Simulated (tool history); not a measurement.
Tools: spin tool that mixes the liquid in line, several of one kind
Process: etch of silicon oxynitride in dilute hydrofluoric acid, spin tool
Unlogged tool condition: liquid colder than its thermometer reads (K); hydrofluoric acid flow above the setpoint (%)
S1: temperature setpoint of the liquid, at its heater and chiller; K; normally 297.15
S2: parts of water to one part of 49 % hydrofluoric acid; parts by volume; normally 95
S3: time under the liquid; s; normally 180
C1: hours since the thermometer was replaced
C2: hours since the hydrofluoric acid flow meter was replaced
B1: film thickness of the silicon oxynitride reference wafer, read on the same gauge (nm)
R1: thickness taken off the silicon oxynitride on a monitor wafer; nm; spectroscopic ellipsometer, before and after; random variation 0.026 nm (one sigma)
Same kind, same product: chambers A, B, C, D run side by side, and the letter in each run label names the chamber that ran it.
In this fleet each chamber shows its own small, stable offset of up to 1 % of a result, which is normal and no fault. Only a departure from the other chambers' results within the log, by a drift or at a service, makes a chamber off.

run 1A hour=5.4 | S1=297.15 S2=95 S3=180 | C1=370.1 C2=1028.5 | B1=100.020 | R1=2.7396
run 2C hour=10.8 | S1=297.15 S2=95 S3=180 | C1=414.2 C2=354.4 | B1=100.010 | R1=2.7495
run 3B hour=19.9 | S1=297.15 S2=95 S3=180 | C1=821.4 C2=819.3 | B1=99.980 | R1=2.7793
run 4D hour=25.0 | S1=297.15 S2=95 S3=180 | C1=1377.2 C2=960.6 | B1=100.040 | R1=2.7616
run 5D hour=33.7 | S1=297.15 S2=95 S3=180 | C1=1385.9 C2=969.3 | B1=99.977 | R1=2.7352
run 6A hour=40.1 | S1=297.15 S2=95 S3=180 | C1=404.8 C2=1063.2 | B1=100.030 | R1=2.7061
run 7B hour=49.5 | S1=297.15 S2=95 S3=180 | C1=851.0 C2=848.9 | B1=100.000 | R1=2.7803
-- hour=50.3 chamber B: thermometer replaced
run 8C hour=57.9 | S1=297.15 S2=95 S3=130 | C1=461.3 C2=401.5 | B1=99.979 | R1=1.9919
run 9D hour=67.0 | S1=297.15 S2=95 S3=130 | C1=1419.2 C2=1002.6 | B1=99.992 | R1=1.9829
run 10A hour=72.8 | S1=297.15 S2=95 S3=130 | C1=437.5 C2=1095.9 | B1=99.989 | R1=1.9924
run 11C hour=80.0 | S1=297.15 S2=95 S3=130 | C1=483.4 C2=423.6 | B1=100.040 | R1=1.9838
run 12B hour=84.4 | S1=297.15 S2=140 S3=135 | C1=34.2 C2=883.8 | B1=99.995 | R1=1.3986
run 13D hour=93.6 | S1=297.15 S2=140 S3=135 | C1=1445.8 C2=1029.2 | B1=100.010 | R1=1.3283
run 14A hour=100.5 | S1=297.15 S2=140 S3=135 | C1=465.2 C2=1123.6 | B1=100.050 | R1=1.3425
run 15B hour=106.1 | S1=297.15 S2=140 S3=135 | C1=55.9 C2=905.5 | B1=99.959 | R1=1.4284
run 16C hour=116.0 | S1=297.15 S2=95 S3=180 | C1=519.4 C2=459.6 | B1=100.060 | R1=2.7068
run 17B hour=121.2 | S1=297.15 S2=95 S3=180 | C1=71.0 C2=920.6 | B1=99.985 | R1=2.9010
run 18C hour=126.1 | S1=297.15 S2=95 S3=180 | C1=529.5 C2=469.7 | B1=99.979 | R1=2.6923
run 19D hour=134.2 | S1=297.15 S2=95 S3=180 | C1=1486.4 C2=1069.8 | B1=99.972 | R1=2.6821
-- hour=139.7 chamber D: hydrofluoric acid flow meter replaced
run 20A hour=140.8 | S1=297.15 S2=135 S3=135 | C1=505.5 C2=1163.9 | B1=99.999 | R1=1.3931
run 21C hour=150.1 | S1=297.15 S2=135 S3=135 | C1=553.5 C2=493.7 | B1=100.050 | R1=1.3922
run 22A hour=159.2 | S1=297.15 S2=135 S3=135 | C1=523.9 C2=1182.3 | B1=99.973 | R1=1.3802
run 23B hour=165.4 | S1=297.15 S2=135 S3=135 | C1=115.2 C2=964.8 | B1=99.986 | R1=1.5800
run 24D hour=170.2 | S1=297.15 S2=95 S3=180 | C1=1522.4 C2=30.6 | B1=99.970 | R1=2.7481
run 25D hour=175.9 | S1=297.15 S2=95 S3=180 | C1=1528.1 C2=36.3 | B1=100.040 | R1=2.7228

Next, every chamber runs the same settings. What will each give?
run 26A hour=183.3 | S1=293.65 S2=95 S3=180 | R1=?
run 26B hour=183.3 | S1=293.65 S2=95 S3=180 | R1=?
run 26C hour=183.3 | S1=293.65 S2=95 S3=180 | R1=?
run 26D hour=183.3 | S1=293.65 S2=95 S3=180 | R1=?

run=26A R1=2.2934
run=26B R1=2.6257
run=26C R1=2.3019
run=26D R1=2.2947
